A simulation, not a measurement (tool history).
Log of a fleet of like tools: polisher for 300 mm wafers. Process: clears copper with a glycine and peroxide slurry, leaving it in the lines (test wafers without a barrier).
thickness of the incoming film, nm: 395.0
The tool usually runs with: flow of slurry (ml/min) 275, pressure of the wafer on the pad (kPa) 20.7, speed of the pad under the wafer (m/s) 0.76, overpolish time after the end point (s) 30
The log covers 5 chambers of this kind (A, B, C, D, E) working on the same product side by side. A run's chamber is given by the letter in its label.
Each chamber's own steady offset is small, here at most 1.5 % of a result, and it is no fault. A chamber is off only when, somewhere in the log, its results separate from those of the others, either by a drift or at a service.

run,hour,flow of slurry (ml/min),pressure of the wafer on the pad (kPa),speed of the pad under the wafer (m/s),overpolish time after the end point (s),time until the end point was called (s),dishing of a wide line in a test structure (angstrom)
1B,5.3,275,20.7,0.76,30,98.463,711.84
2D,10.7,275,20.7,0.76,30,99.595,688.16
# hour 11.6: chamber D: worn pad replaced by a new one
3C,17.5,275,20.7,0.76,30,99.291,683.09
4A,24.0,275,20.7,0.76,30,97.875,699.62
5E,27.6,275,20.7,0.92,30,83.487,763.93
# hour 29.7: chamber E: worn pad replaced by a new one
6E,33.6,275,20.7,0.92,30,83.264,756.51
7D,39.5,275,20.7,0.92,30,84.858,746.06
8A,44.1,275,20.7,0.92,30,84.745,763.38
9B,48.7,275,20.7,0.92,30,84.393,777.40
10C,52.2,275,20.7,0.68,30,107.590,647.15
# hour 55.7: chamber C: worn pad replaced by a new one
11C,58.6,275,20.7,0.68,30,105.590,660.07
12E,64.2,275,20.7,0.68,30,105.990,662.85
13A,68.6,275,20.7,0.68,30,107.220,654.45
14D,75.7,275,20.7,0.68,30,109.270,652.73
15B,80.7,275,20.7,0.76,30,99.907,670.83
16C,84.1,230,26.9,0.76,30,80.056,812.73
# hour 86.8: chamber A: worn pad replaced by a new one
17B,89.3,230,26.9,0.76,30,83.575,814.79
18E,96.3,230,26.9,0.76,30,79.011,799.80
19A,102.5,230,26.9,0.76,30,80.569,801.73
# hour 106.8: chamber D: worn pad replaced by a new one
20D,107.3,230,26.9,0.76,30,83.431,812.98
21A,112.2,275,20.7,0.76,30,96.233,718.99
22D,117.8,275,14.5,0.76,44,129.660,709.35
23B,123.2,275,14.5,0.76,44,135.860,712.48
24E,129.0,275,14.5,0.76,44,129.210,723.73
25C,134.5,275,14.5,0.76,44,130.000,716.07
# hour 136.0: chamber D: slurry nozzle cleaned
26A,141.3,275,14.5,0.76,44,127.330,721.01
# hour 146.4: chamber E: slurry nozzle cleaned
27C,147.1,275,20.7,0.76,30,97.079,693.60
28D,152.3,275,25.5,0.76,30,83.243,812.98
29B,155.9,275,25.5,0.76,30,88.173,780.26
30E,160.4,275,25.5,0.76,30,83.022,798.47
31D,164.9,275,25.5,0.76,30,84.246,803.74
# hour 165.5: chamber C: worn pad replaced by a new one
32A,169.6,275,25.5,0.76,30,83.130,801.51
33E,176.1,275,20.7,0.76,30,97.282,674.63
# hour 179.8: chamber A: worn pad replaced by a new one
34C,181.7,275,20.7,0.76,30,99.312,698.33
35B,186.1,275,20.7,0.76,30,106.050,661.55
36E,190.4,275,20.7,0.76,30,96.728,710.38
37D,197.2,275,20.7,0.76,30,99.628,681.82
# hour 197.4: chamber D: worn pad replaced by a new one
38C,201.4,275,20.7,0.76,30,98.961,697.95
39B,208.5,275,20.7,0.76,30,106.740,653.72
40A,214.8,275,20.7,0.76,30,96.783,699.72
# hour 216.6: chamber A: head pressure recalibrated
# hour 218.2: chamber A: slurry nozzle cleaned
41B,218.9,275,20.7,0.76,30,107.850,654.96
42D,225.0,275,20.7,0.76,30,98.597,696.29
43A,229.7,275,20.7,0.76,30,98.586,675.09
44C,236.1,275,20.7,0.76,30,98.150,704.36

Does one chamber stand apart from the rest, does the shared gauge drift, or is all well apart from small per-chamber offsets? Give the chamber and the most likely cause, where there is one.

It is chamber B that slowly wanders off from its peers.
Most likely cause: removal rate lost through wear of the pad, % = 10.3.
Not necessarily distinguishable in this log from: head's pressure below its setpoint, %.

Here are 4 candidates for chamber B's next run, each the usual settings with a change, their results left as question marks. Which one brings its results back in line with what the others give on the usual settings?
In-line tolerance around the mean of the other chambers on the usual settings: time until the end point was called (s) 2.800; dishing of a wide line in a test structure (angstrom) 33.00
45B-1,241.4,280,22.8,0.86,29,?,?
45B-2,241.4,270,18.6,0.68,31,?,?
45B-3,241.4,275,19.3,0.72,31,?,?
45B-4,241.4,275,22.1,0.80,29,?,?

What the other chambers average on the usual settings: time until the end point was called (s) 98.621; dishing of a wide line in a test structure (angstrom) 694.61
run,time until the end point was called (s),dishing of a wide line in a test structure (angstrom)
45B-1,90.613,726.68
45B-2,129.120,585.02
45B-3,119.860,618.87
45B-4,98.895,683.10
45B-4 brings the chamber back in line.

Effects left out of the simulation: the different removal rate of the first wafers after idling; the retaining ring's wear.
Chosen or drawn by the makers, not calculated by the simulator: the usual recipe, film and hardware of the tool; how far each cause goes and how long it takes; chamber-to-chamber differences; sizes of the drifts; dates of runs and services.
